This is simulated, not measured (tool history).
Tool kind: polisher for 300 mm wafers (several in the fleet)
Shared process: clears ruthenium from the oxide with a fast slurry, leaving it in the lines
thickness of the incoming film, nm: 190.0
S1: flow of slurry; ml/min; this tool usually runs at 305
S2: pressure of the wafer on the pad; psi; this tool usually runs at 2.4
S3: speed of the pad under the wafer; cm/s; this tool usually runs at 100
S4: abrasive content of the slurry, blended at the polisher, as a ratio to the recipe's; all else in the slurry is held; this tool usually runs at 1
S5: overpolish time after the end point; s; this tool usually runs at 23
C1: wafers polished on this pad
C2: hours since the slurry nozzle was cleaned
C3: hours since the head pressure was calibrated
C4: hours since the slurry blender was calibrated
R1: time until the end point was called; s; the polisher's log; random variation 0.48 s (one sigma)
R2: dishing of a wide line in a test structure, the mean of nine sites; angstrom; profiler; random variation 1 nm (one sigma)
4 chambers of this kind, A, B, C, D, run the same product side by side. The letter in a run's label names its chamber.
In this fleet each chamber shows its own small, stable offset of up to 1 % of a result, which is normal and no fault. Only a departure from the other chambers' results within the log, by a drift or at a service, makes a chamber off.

At hour 2.3: chamber B: worn pad replaced by a new one.
Run 1C, hour 2.8: usual settings; C1 762; C2 275.5; C3 83.1; C4 156.3. Result: R1 47.079 s, R2 728.94 angstrom.
Run 2B, hour 4.7: usual settings; C1 28; C2 485.5; C3 706.3; C4 189.9. Result: R1 48.321 s, R2 711.39 angstrom.
Run 3A, hour 8.1: usual settings; C1 345; C2 335.5; C3 1030.1; C4 248.8. Result: R1 46.928 s, R2 720.89 angstrom.
At hour 9.1: chamber C: slurry nozzle cleaned.
Run 4D, hour 11.5: usual settings; C1 136; C2 42.6; C3 265.3; C4 324.3. Result: R1 47.113 s, R2 723.31 angstrom.
Run 5A, hour 13.5: usual settings; C1 408; C2 340.9; C3 1035.5; C4 254.2. Result: R1 46.83 s, R2 718.69 angstrom.
At hour 14: chamber B: slurry nozzle cleaned.
Run 6C, hour 16.7: usual settings; C1 925; C2 7.7; C3 97; C4 170.2. Result: R1 47.425 s, R2 723.33 angstrom.
At hour 18.8: chamber C: worn pad replaced by a new one.
Run 7B, hour 19: usual settings; C1 195; C2 5.1; C3 720.6; C4 204.2. Result: R1 47.031 s, R2 710.57 angstrom.
At hour 19.2: chamber A: slurry blender recalibrated.
At hour 19.6: chamber C: slurry blender recalibrated.
Run 8D, hour 21.8: usual settings; C1 256; C2 52.9; C3 275.6; C4 334.6. Result: R1 46.369 s, R2 709.3 angstrom.
Run 9C, hour 24.9: usual settings; C1 71; C2 15.9; C3 105.2; C4 5.4. Result: R1 46.839 s, R2 704.07 angstrom.
Run 10D, hour 27.7: usual settings; C1 325; C2 58.8; C3 281.5; C4 340.5. Result: R1 47.401 s, R2 712.04 angstrom.
Run 11A, hour 29.7: usual settings but S1 255 ml/min, S3 78 cm/s; C1 597; C2 357.1; C3 1051.7; C4 10.6. Result: R1 61.513 s, R2 561.2 angstrom.
Run 12B, hour 34: usual settings but S1 255 ml/min, S3 78 cm/s; C1 371; C2 20.1; C3 735.6; C4 219.2. Result: R1 61.829 s, R2 576.8 angstrom.
Run 13B, hour 36.4: usual settings but S1 255 ml/min, S3 78 cm/s; C1 399; C2 22.5; C3 738; C4 221.6. Result: R1 61.504 s, R2 560.86 angstrom.
Run 14A, hour 38.4: usual settings but S1 255 ml/min, S3 78 cm/s; C1 699; C2 365.8; C3 1060.4; C4 19.3. Result: R1 62.492 s, R2 557.23 angstrom.
At hour 39.2: chamber A: worn pad replaced by a new one.
Run 15D, hour 40.9: usual settings; C1 480; C2 72; C3 294.7; C4 353.7. Result: R1 47.289 s, R2 731.42 angstrom.
Run 16C, hour 43: usual settings; C1 283; C2 34; C3 123.3; C4 23.5. Result: R1 47.037 s, R2 703.64 angstrom.
Run 17B, hour 45.7: usual settings; C1 508; C2 31.8; C3 747.3; C4 230.9. Result: R1 47.556 s, R2 726.81 angstrom.
Run 18A, hour 49.8: usual settings but S4 0.8; C1 124; C2 377.2; C3 1071.8; C4 30.7. Result: R1 52.871 s, R2 634.44 angstrom.
Run 19C, hour 51.9: usual settings but S4 0.8; C1 387; C2 42.9; C3 132.2; C4 32.4. Result: R1 52.841 s, R2 662.68 angstrom.
Run 20D, hour 55.1: usual settings but S4 0.8; C1 646; C2 86.2; C3 308.9; C4 367.9. Result: R1 53.382 s, R2 675.79 angstrom.
Run 21C, hour 58.5: usual settings but S4 0.8; C1 464; C2 49.5; C3 138.8; C4 39. Result: R1 52.241 s, R2 660.15 angstrom.
Run 22B, hour 62.3: usual settings; C1 702; C2 48.4; C3 763.9; C4 247.5. Result: R1 47.078 s, R2 723.88 angstrom.
Run 23A, hour 64.5: usual settings but S3 126 cm/s, S4 1.15; C1 296; C2 391.9; C3 1086.5; C4 45.4. Result: R1 35.793 s, R2 904.53 angstrom.
Run 24D, hour 68.7: usual settings but S3 126 cm/s, S4 1.15; C1 805; C2 99.8; C3 322.5; C4 381.5. Result: R1 34.981 s, R2 892.78 angstrom.
Run 25C, hour 70.7: usual settings but S3 126 cm/s, S4 1.15; C1 607; C2 61.7; C3 151; C4 51.2. Result: R1 34.899 s, R2 911.26 angstrom.
Run 26D, hour 73.9: usual settings but S3 126 cm/s, S4 1.15; C1 865; C2 105; C3 327.7; C4 386.7. Result: R1 34.407 s, R2 915.87 angstrom.
At hour 74.4: chamber D: worn pad replaced by a new one.
Run 27A, hour 76: usual settings; C1 430; C2 403.4; C3 1098; C4 56.9. Result: R1 47.657 s, R2 725.32 angstrom.
Run 28B, hour 78.4: usual settings; C1 890; C2 64.5; C3 780; C4 263.6. Result: R1 46.718 s, R2 706.74 angstrom.
At hour 81.8: chamber B: worn pad replaced by a new one.
Run 29A, hour 82: usual settings; C1 501; C2 409.4; C3 1104; C4 62.9. Result: R1 47.064 s, R2 706.2 angstrom.
Run 30B, hour 85.1: usual settings; C1 39; C2 71.2; C3 786.7; C4 270.3. Result: R1 47.144 s, R2 719 angstrom.
Run 31D, hour 87.3: usual settings; C1 151; C2 118.4; C3 341.1; C4 400.1. Result: R1 48.003 s, R2 699.48 angstrom.
At hour 88: chamber A: worn pad replaced by a new one.
Run 32C, hour 90.7: usual settings but S1 250 ml/min; C1 840; C2 81.7; C3 171; C4 71.2. Result: R1 47.967 s, R2 704.08 angstrom.
Run 33B, hour 94.1: usual settings but S1 250 ml/min; C1 144; C2 80.2; C3 795.7; C4 279.3. Result: R1 48.716 s, R2 701.7 angstrom.
Run 34A, hour 97.7: usual settings but S1 250 ml/min; C1 114; C2 425.1; C3 1119.7; C4 78.6. Result: R1 48.084 s, R2 719.17 angstrom.
Run 35D, hour 101.3: usual settings but S1 250 ml/min; C1 315; C2 132.4; C3 355.1; C4 414.1. Result: R1 48.657 s, R2 704.32 angstrom.

Which is it: a chamber that has drifted or been left off by a service, a gauge drift common to all chambers, or only each chamber's usual small offset? If a chamber is off, name it and its likeliest cause.

Neither any chamber nor the gauge drifts; the chambers differ only by their own small, steady offsets.
